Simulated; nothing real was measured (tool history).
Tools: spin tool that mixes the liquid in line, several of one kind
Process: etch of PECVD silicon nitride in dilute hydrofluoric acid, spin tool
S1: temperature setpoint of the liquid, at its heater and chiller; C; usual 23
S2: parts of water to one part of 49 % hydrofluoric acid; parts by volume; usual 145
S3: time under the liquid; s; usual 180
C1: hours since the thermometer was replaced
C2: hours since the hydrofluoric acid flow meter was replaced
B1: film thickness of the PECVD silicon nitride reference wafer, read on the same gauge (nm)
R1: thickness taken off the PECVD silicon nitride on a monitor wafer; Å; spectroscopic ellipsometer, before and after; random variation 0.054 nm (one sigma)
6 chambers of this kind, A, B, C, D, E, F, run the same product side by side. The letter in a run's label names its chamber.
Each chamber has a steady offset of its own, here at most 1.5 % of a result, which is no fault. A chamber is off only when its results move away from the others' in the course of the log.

run,hour,S1,S2,S3,C1,C2,B1,R1
1D,4.6,23,145,180,293.4,479.8,120.02,66.763
2F,11.8,23,145,180,1597.2,1025.7,120.01,67.533
3A,15.3,23,145,180,1872.2,1226.4,120,65.246
4E,20.4,23,145,180,1539.6,1088.8,119.99,65.298
5B,26.8,23,145,180,851.4,741.9,120,66.551
6C,30.1,23,145,180,190.6,64.4,119.98,65.917
# hour 36.5: chamber E: hydrofluoric acid flow meter replaced
7E,37.3,23,145,180,1556.5,0.9,120.02,65.304
8A,42.6,23,145,180,1899.5,1253.7,120,65.796
9C,49.5,23,145,180,210,83.8,120.01,66.479
10B,55.5,23,145,180,880.1,770.6,119.99,65.923
11D,62.4,23,145,180,351.2,537.6,119.99,67.501
12F,66.6,23,145,180,1652,1080.5,120.01,67.406
13A,73.8,23,145,180,1930.7,1284.9,120,66.179
14C,80.7,23,145,180,241.2,115,120.02,66.833
15E,85.5,23,145,180,1604.7,49.1,119.99,64.832
16D,90.3,19.5,115,180,379.1,565.5,119.98,67.274
17B,95.3,19.5,115,180,919.9,810.4,119.97,65.514
18F,102.2,19.5,115,180,1687.6,1116.1,119.98,66.4
19C,106.9,19.5,115,180,267.4,141.2,119.98,66.474
20D,111.1,19.5,115,180,399.9,586.3,119.98,66.59
21A,117.8,19.5,115,180,1974.7,1328.9,119.99,65.478
22E,124.3,23,145,180,1643.5,87.9,119.99,65.239
23F,130.5,23,145,180,1715.9,1144.4,120.01,67.474
24B,134.1,23,145,180,958.7,849.2,120.01,65.888
25D,139.2,23,145,180,428,614.4,120.02,67.401
26E,142.6,23,145,180,1661.8,106.2,120,65.896
27C,145.7,21,145,180,306.2,180,120.01,60.547
28B,149.7,21,145,180,974.3,864.8,119.98,57.556
29A,154.4,21,145,180,2011.3,1365.5,120.02,57.913
30F,159.4,21,145,180,1744.8,1173.3,119.97,58.845
31C,164.2,21,145,180,324.7,198.5,120.02,61.815
32A,170.3,21,145,180,2027.2,1381.4,120.01,58.444
33F,173.6,23,145,180,1759,1187.5,120.04,67.055
34E,177.9,23,145,180,1697.1,141.5,119.99,65.182
35D,183.8,23,145,180,472.6,659,120.03,67.038
36B,190.7,23,145,180,1015.3,905.8,119.99,66.031
# hour 191.1: chamber B: thermometer replaced
37C,195.9,23,145,180,356.4,230.2,119.98,72.207
38D,202.4,23,145,180,491.2,677.6,119.99,67.063
39B,206.6,23,145,180,15.6,921.7,119.99,65.343
40E,213.1,23,145,180,1732.3,176.7,119.98,65.576
41F,220.4,23,145,180,1805.8,1234.3,120.01,67.477
42A,224.7,23,145,180,2081.6,1435.8,119.96,65.84

All 6 chambers run these settings next. Forecast each chamber's results:
43A,230,25.5,145,180,,,,?
43B,230,25.5,145,180,,,,?
43C,230,25.5,145,180,,,,?
43D,230,25.5,145,180,,,,?
43E,230,25.5,145,180,,,,?
43F,230,25.5,145,180,,,,?

run,R1
43A,77.073
43B,77.311
43C,86.765
43D,79.205
43E,76.352
43F,78.659

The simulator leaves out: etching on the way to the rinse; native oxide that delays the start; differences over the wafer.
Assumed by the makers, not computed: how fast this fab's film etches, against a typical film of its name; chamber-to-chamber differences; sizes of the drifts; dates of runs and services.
